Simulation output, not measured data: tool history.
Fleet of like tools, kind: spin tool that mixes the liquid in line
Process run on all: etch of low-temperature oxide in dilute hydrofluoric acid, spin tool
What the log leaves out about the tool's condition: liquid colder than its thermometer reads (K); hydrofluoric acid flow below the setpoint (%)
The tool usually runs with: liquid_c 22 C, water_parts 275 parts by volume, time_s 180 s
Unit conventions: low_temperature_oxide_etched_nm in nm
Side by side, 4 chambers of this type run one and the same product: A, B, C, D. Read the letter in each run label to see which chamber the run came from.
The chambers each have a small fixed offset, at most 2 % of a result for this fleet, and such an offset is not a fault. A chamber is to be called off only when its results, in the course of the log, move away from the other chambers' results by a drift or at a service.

| run | day | liquid_c | water_parts | time_s | hours since the thermometer was replaced | hours since the hydrofluoric acid flow meter was replaced | read-back film thickness of the low-temperature oxide reference wafer, read on the same gauge (nm) | low_temperature_oxide_etched_nm |
|---|---|---|---|---|---|---|---|---|
| 1B | 0.329 | 22 | 275 | 180 | 885.2 | 1286.6 | 79.999 | 5.3413 |
| 2D | 0.800 | 22 | 275 | 180 | 344.7 | 790.4 | 79.979 | 5.3723 |
| 3C | 1.317 | 22 | 275 | 180 | 1105.5 | 549.3 | 79.990 | 5.2252 |
| 4A | 1.900 | 22 | 275 | 180 | 1821.0 | 324.4 | 79.997 | 5.3725 |
| 5D | 2.250 | 22 | 275 | 180 | 379.5 | 825.2 | 80.028 | 5.3349 |
| 6C | 2.783 | 22 | 275 | 180 | 1140.7 | 584.5 | 79.999 | 5.2475 |
| 7A | 3.150 | 22 | 275 | 180 | 1851.0 | 354.4 | 80.021 | 5.3971 |
| 8B | 3.596 | 22 | 275 | 180 | 963.6 | 1365.0 | 79.971 | 5.3476 |
| 9A | 4.046 | 22 | 275 | 180 | 1872.5 | 375.9 | 79.990 | 5.3546 |
| 10C | 4.688 | 22 | 330 | 180 | 1186.4 | 630.2 | 79.999 | 4.1482 |
| 11B | 5.112 | 22 | 330 | 180 | 1000.0 | 1401.4 | 79.956 | 4.2592 |
| 12D | 5.512 | 22 | 330 | 180 | 457.8 | 903.5 | 80.017 | 4.1608 |
| 13B | 5.933 | 22 | 330 | 180 | 1019.7 | 1421.1 | 79.996 | 4.2105 |
| 14D | 6.333 | 22 | 275 | 180 | 477.5 | 923.2 | 79.997 | 5.2568 |
| 15A | 6.912 | 22 | 275 | 180 | 1941.3 | 444.7 | 80.017 | 5.3524 |
| 16C | 7.275 | 22 | 275 | 180 | 1248.5 | 692.3 | 79.985 | 5.2258 |
| 17B | 7.804 | 22 | 180 | 115 | 1064.6 | 1466.0 | 79.998 | 5.7029 |
| 18A | 8.283 | 22 | 180 | 115 | 1974.2 | 477.6 | 79.985 | 5.7681 |
|  | 8.454 | chamber A: hydrofluoric acid flow meter replaced |
| 19C | 8.758 | 22 | 180 | 115 | 1284.1 | 727.9 | 79.994 | 5.6119 |
| 20D | 9.100 | 22 | 180 | 115 | 543.9 | 989.6 | 79.984 | 5.6643 |
| 21C | 9.479 | 18 | 275 | 115 | 1301.4 | 745.2 | 80.025 | 2.8939 |
| 22D | 10.079 | 18 | 275 | 115 | 567.4 | 1013.1 | 79.968 | 2.8833 |
| 23A | 10.512 | 18 | 275 | 115 | 2027.7 | 49.5 | 79.978 | 2.9379 |
| 24B | 11.154 | 18 | 275 | 115 | 1145.0 | 1546.4 | 80.014 | 2.9528 |
| 25C | 11.592 | 22 | 275 | 180 | 1352.1 | 795.9 | 80.010 | 5.3189 |
| 26A | 12.000 | 22 | 275 | 180 | 2063.4 | 85.2 | 80.011 | 5.3714 |
| 27D | 12.325 | 19 | 370 | 180 | 621.3 | 1067.0 | 79.995 | 3.1621 |
| 28B | 12.746 | 19 | 370 | 180 | 1183.2 | 1584.6 | 79.973 | 3.2990 |
| 29A | 13.208 | 19 | 370 | 180 | 2092.4 | 114.2 | 79.983 | 3.2891 |
| 30C | 13.758 | 19 | 370 | 180 | 1404.1 | 847.9 | 79.969 | 3.2194 |
| 31B | 14.229 | 22 | 275 | 180 | 1218.8 | 1620.2 | 80.014 | 5.3752 |
| 32D | 14.575 | 22 | 275 | 180 | 675.3 | 1121.0 | 80.000 | 5.0762 |
| 33B | 15.150 | 22 | 275 | 180 | 1240.9 | 1642.3 | 79.985 | 5.3532 |
| 34A | 15.608 | 22 | 275 | 180 | 2150.0 | 171.8 | 80.019 | 5.3294 |
| 35C | 15.971 | 22 | 275 | 180 | 1457.2 | 901.0 | 80.017 | 5.2001 |
| 36D | 16.312 | 22 | 275 | 180 | 717.0 | 1162.7 | 80.047 | 5.0365 |
| 37D | 16.862 | 22 | 275 | 180 | 730.2 | 1175.9 | 80.031 | 5.0593 |
| 38C | 17.279 | 22 | 275 | 180 | 1488.6 | 932.4 | 79.981 | 5.2567 |
| 39B | 17.588 | 22 | 275 | 180 | 1299.4 | 1700.8 | 79.983 | 5.4025 |
| 40A | 18.179 | 22 | 275 | 180 | 2211.7 | 233.5 | 80.016 | 5.4124 |

Is one chamber off against the others, does the gauge drift, or is nothing wrong? If a chamber is off, say which, and what the likeliest cause is.

Chamber D drifts away from the others.
Likeliest cause: hydrofluoric acid flow below the setpoint (%) = 5.5.
From this log alone, it may not be told apart from: liquid colder than its thermometer reads (K).

Chamber D could run next with any of the 4 candidate recipes listed below; each alters the usual settings, and their results appear as question marks. Which one brings its results back in line with what the other chambers deliver on the usual settings?
To be in line, a result may differ from the other chambers' mean on the usual settings by at most: low_temperature_oxide_etched_nm 0.1000 nm
| 41D-1 | 18.654 | 22 | 270 | 180 |  |  |  | ? |
| 41D-2 | 18.654 | 22 | 275 | 170 |  |  |  | ? |
| 41D-3 | 18.654 | 24 | 275 | 180 |  |  |  | ? |
| 41D-4 | 18.654 | 22 | 280 | 180 |  |  |  | ? |

The other chambers' mean on the usual settings: low_temperature_oxide_etched_nm 5.3172 nm
| run | low_temperature_oxide_etched_nm |
|---|---|
| 41D-1 | 5.1097 |
| 41D-2 | 4.7134 |
| 41D-3 | 5.3509 |
| 41D-4 | 4.8760 |
Change 41D-3 lands the chamber within the allowed miss of the other chambers.
